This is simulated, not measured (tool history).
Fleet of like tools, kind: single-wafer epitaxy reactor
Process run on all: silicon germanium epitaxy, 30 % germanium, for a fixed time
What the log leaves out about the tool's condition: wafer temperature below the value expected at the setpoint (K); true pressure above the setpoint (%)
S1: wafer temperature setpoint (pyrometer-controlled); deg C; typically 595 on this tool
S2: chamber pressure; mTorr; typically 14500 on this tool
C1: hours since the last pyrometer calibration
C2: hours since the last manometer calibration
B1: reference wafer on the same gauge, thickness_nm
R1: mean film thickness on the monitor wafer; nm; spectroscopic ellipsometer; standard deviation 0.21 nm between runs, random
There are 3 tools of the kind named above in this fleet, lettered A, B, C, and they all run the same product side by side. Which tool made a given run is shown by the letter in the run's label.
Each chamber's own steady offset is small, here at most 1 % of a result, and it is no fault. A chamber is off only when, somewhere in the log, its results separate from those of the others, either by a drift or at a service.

run	day	S1	S2	C1	C2	B1	R1
1B	0.250	595	14500	1883.1	656.0	53.033	47.548
2C	0.538	595	14500	46.3	693.4	53.006	46.809
3A	0.917	595	14500	109.3	684.9	52.969	47.006
4B	1.321	595	14500	1908.8	681.7	52.971	47.545
5C	1.617	595	14500	72.2	719.3	52.989	47.254
6A	1.888	595	14500	132.6	708.2	53.007	47.328
7C	2.362	595	14500	90.1	737.2	53.062	46.955
8B	2.779	595	14500	1943.8	716.7	52.986	47.810
9A	3.308	587	16200	166.7	742.3	52.951	42.571
10A	3.692	587	16200	175.9	751.5	52.978	42.470
11C	3.992	587	16200	129.2	776.3	53.016	42.465
12B	4.325	595	14500	1980.9	753.8	53.021	47.514
13B	4.692	595	16700	1989.7	762.6	52.928	50.223
# day 4.775: chamber B: pyrometer calibrated
14A	5.188	595	16700	211.8	787.4	52.998	50.587
15C	5.533	595	16700	166.2	813.3	53.044	49.272
16C	5.962	595	11700	176.5	823.6	53.020	42.997
17B	6.442	595	11700	40.1	804.6	52.955	42.016
18A	6.825	595	11700	251.1	826.7	52.923	43.380
19C	7.317	595	14500	209.0	856.1	52.973	46.739
20B	7.862	595	14500	74.2	838.7	52.975	45.044
21A	8.104	595	14500	281.8	857.4	52.943	47.165

Decide between three cases: one chamber stands off from its peers, the gauge reading all wafers drifts, or nothing is wrong past each chamber's small offset. Where a chamber is off, say which and what most likely put it there.

A service on chamber B put it out of line with the rest.
What lies behind it: wafer temperature below the value expected at the setpoint (K) = 2.81.

Here are 4 candidates for chamber B's next run, each the usual settings with a change, their results left as question marks. Which one brings its results back in line with what the others give on the usual settings?
Counts as in line when no further than this from what the other chambers average on the usual settings: R1 0.720 nm
22B-1	8.500	593	14300				?
22B-2	8.500	597	14700				?
22B-3	8.500	599	14500				?
22B-4	8.500	591	14500				?

Other chambers, usual settings, mean: R1 47.146 nm
run	R1
22B-1	43.267
22B-2	47.089
22B-3	48.589
22B-4	41.912
With 22B-2, the chamber falls back in line with the rest.
